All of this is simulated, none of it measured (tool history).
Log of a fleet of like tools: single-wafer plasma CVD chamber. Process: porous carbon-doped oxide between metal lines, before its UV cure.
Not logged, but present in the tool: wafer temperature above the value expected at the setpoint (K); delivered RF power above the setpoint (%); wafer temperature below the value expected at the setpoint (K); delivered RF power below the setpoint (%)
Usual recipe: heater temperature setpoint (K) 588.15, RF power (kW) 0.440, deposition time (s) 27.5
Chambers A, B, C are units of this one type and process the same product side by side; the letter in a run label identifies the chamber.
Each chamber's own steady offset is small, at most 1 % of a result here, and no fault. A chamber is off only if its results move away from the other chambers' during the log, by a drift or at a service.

run	hour	heater temperature setpoint (K)	RF power (kW)	deposition time (s)	hours since the last thermocouple change	hours since the last RF generator calibration	read-back reference wafer on the same gauge, thickness_nm	mean film thickness on the monitor wafer (Å)
1C	4.7	588.15	0.440	27.5	151.4	720.0	101.02	1254.7
2B	11.0	588.15	0.440	27.5	1244.1	1681.3	100.93	1262.4
3A	15.2	588.15	0.440	27.5	678.7	295.5	100.87	1272.2
4C	20.0	588.15	0.440	27.5	166.7	735.3	100.91	1250.6
5B	27.8	588.15	0.440	27.5	1260.9	1698.1	101.07	1250.7
6A	35.2	602.15	0.440	24.3	698.7	315.5	101.11	1048.7
7B	39.9	602.15	0.440	24.3	1273.0	1710.2	100.96	1039.9
8C	44.5	602.15	0.440	24.3	191.2	759.8	100.93	1033.1
9A	50.1	588.15	0.440	27.5	713.6	330.4	100.99	1256.2
10C	58.2	588.15	0.440	27.5	204.9	773.5	101.07	1245.2
11B	62.1	588.15	0.440	27.5	1295.2	1732.4	101.08	1246.6
12A	69.1	588.15	0.440	27.5	732.6	349.4	101.06	1260.4
13A	73.2	588.15	0.440	27.5	736.7	353.5	101.05	1276.5
14B	81.4	588.15	0.440	27.5	1314.5	1751.7	101.02	1253.1
15C	85.1	588.15	0.440	27.5	231.8	800.4	101.05	1242.3
16A	90.3	588.15	0.440	27.5	753.8	370.6	101.02	1251.8
17C	98.0	588.15	0.440	27.5	244.7	813.3	101.00	1249.0
18B	102.1	588.15	0.500	22.3	1335.2	1772.4	101.01	1123.0
19A	108.9	588.15	0.500	22.3	772.4	389.2	101.02	1135.7
20C	115.4	588.15	0.500	22.3	262.1	830.7	101.11	1108.8
21B	121.8	588.15	0.440	27.5	1354.9	1792.1	101.04	1253.3
22C	126.3	588.15	0.440	27.5	273.0	841.6	100.94	1242.5
23A	133.9	588.15	0.440	27.5	797.4	414.2	100.94	1267.8
24B	138.9	588.15	0.440	27.5	1372.0	1809.2	100.99	1252.0
25B	146.2	588.15	0.500	27.5	1379.3	1816.5	101.01	1382.8
26C	153.5	588.15	0.500	27.5	300.2	868.8	100.99	1353.1
27A	160.2	588.15	0.500	27.5	823.7	440.5	100.98	1388.2
28A	165.7	588.15	0.440	27.5	829.2	446.0	100.98	1265.5
29B	171.7	588.15	0.440	27.5	1404.8	1842.0	101.07	1256.0
30C	178.5	588.15	0.440	27.5	325.2	893.8	100.98	1211.4
31B	184.6	588.15	0.440	27.5	1417.7	1854.9	101.03	1250.8
32A	189.4	588.15	0.440	27.5	852.9	469.7	101.01	1261.5
# hour 193.2: chamber B: RF generator calibrated
33C	196.3	588.15	0.440	27.5	343.0	911.6	100.98	1217.5
34A	202.2	588.15	0.440	27.5	865.7	482.5	101.12	1268.0
35C	210.5	588.15	0.440	27.5	357.2	925.8	100.95	1220.6
36B	218.5	588.15	0.440	27.5	1451.6	25.4	101.02	1254.4
37A	223.2	588.15	0.440	27.5	886.7	503.5	101.01	1265.3
38B	227.5	576.15	0.440	31.2	1460.6	34.4	100.92	1500.7
39C	233.7	576.15	0.440	31.2	380.4	949.0	100.91	1469.9
40A	238.1	576.15	0.440	31.2	901.6	518.4	101.06	1516.5
41B	244.3	588.15	0.440	27.5	1477.4	51.2	101.04	1253.1
42C	250.6	588.15	0.440	27.5	397.3	965.9	101.05	1207.4

For the next run the whole fleet of 3 chambers uses the same settings. Give each chamber's results:
43A	256.7	588.15	0.440	27.5				?
43B	256.7	588.15	0.440	27.5				?
43C	256.7	588.15	0.440	27.5				?

run	mean film thickness on the monitor wafer (Å)
43A	1268.0
43B	1259.3
43C	1204.5
